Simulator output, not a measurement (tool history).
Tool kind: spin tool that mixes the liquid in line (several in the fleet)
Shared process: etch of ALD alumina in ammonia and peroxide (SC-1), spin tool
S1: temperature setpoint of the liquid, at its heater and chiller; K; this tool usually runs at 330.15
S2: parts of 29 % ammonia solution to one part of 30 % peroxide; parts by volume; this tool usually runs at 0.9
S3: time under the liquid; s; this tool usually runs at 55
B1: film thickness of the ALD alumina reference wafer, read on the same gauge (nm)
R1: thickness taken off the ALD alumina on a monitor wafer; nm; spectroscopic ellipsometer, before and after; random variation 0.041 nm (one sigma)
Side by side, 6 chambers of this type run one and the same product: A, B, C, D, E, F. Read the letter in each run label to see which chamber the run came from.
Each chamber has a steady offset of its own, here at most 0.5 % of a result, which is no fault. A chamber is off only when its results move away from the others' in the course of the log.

run	hour	S1	S2	S3	B1	R1
1D	6.3	330.15	0.9	55	110.00	4.3072
# hour 10.9: chamber C: ammonia flow meter replaced
2B	12.2	330.15	0.9	55	110.00	4.3209
3C	16.5	330.15	0.9	55	110.01	4.2781
4E	22.8	330.15	0.9	55	109.99	4.1960
5A	27.8	330.15	0.9	55	110.00	4.3536
6F	33.1	330.15	0.9	55	109.99	4.1937
7B	36.3	330.15	0.9	55	110.01	4.2538
8E	40.4	330.15	0.9	55	110.00	4.1960
9F	45.7	330.15	0.9	40	109.99	3.0622
10D	52.3	330.15	0.9	40	110.00	3.0671
11A	55.8	330.15	0.9	40	110.01	3.0908
12C	60.4	330.15	0.9	40	109.99	3.0635
# hour 64.1: chamber B: heated supply line repaired
13F	67.2	330.15	0.9	40	110.00	3.0709
14E	71.1	330.15	0.9	40	110.03	3.0793
15D	75.5	330.15	0.9	55	109.99	4.1760
16A	80.1	330.15	0.9	55	110.00	4.2913
17B	83.4	330.15	0.9	55	110.00	4.2449
# hour 87.2: chamber E: new drum of ammonia solution connected
18C	88.0	330.15	0.9	55	110.00	4.2462
19A	93.5	330.15	0.9	55	109.99	4.3488
# hour 94.8: chamber E: thermometer replaced
20E	98.4	334.65	0.9	35	110.00	3.3742
21C	104.9	334.65	0.9	35	110.00	3.3573
22F	111.4	334.65	0.9	35	109.99	3.3696
23D	116.5	334.65	0.9	35	110.02	3.2398
# hour 118.3: chamber F: new drum of ammonia solution connected
24B	122.8	334.65	0.9	35	109.99	3.4361
25A	128.8	334.65	0.9	35	109.98	3.4597
26B	133.9	330.15	0.9	55	109.97	4.3183
27C	139.3	330.15	0.9	55	110.00	4.2689
28F	143.7	330.15	0.9	55	110.00	4.3242
29E	148.8	330.15	0.9	55	110.01	4.1569
30D	152.6	330.15	0.9	55	110.02	3.9759
31F	159.5	330.15	0.9	55	110.00	4.3220
32E	166.0	330.15	0.9	55	110.01	4.2681
33A	171.8	330.15	0.9	55	110.01	4.2996
34B	175.5	330.15	0.9	55	110.01	4.3265
35C	178.9	330.15	0.9	55	110.00	4.3038
36D	185.4	330.15	0.9	55	110.01	3.8832
37B	189.7	339.15	0.5	55	110.01	6.3886
38C	195.6	339.15	0.5	55	110.00	6.3688
39E	202.3	339.15	0.5	55	109.99	6.3699

All chambers now run identical settings, listed one chamber a line with results as question marks. What results will each chamber show?
40A	207.2	330.15	0.9	55		?
40B	207.2	330.15	0.9	55		?
40C	207.2	330.15	0.9	55		?
40D	207.2	330.15	0.9	55		?
40E	207.2	330.15	0.9	55		?
40F	207.2	330.15	0.9	55		?

run	R1
40A	4.2762
40B	4.2355
40C	4.2418
40D	3.7837
40E	4.2373
40F	4.3020

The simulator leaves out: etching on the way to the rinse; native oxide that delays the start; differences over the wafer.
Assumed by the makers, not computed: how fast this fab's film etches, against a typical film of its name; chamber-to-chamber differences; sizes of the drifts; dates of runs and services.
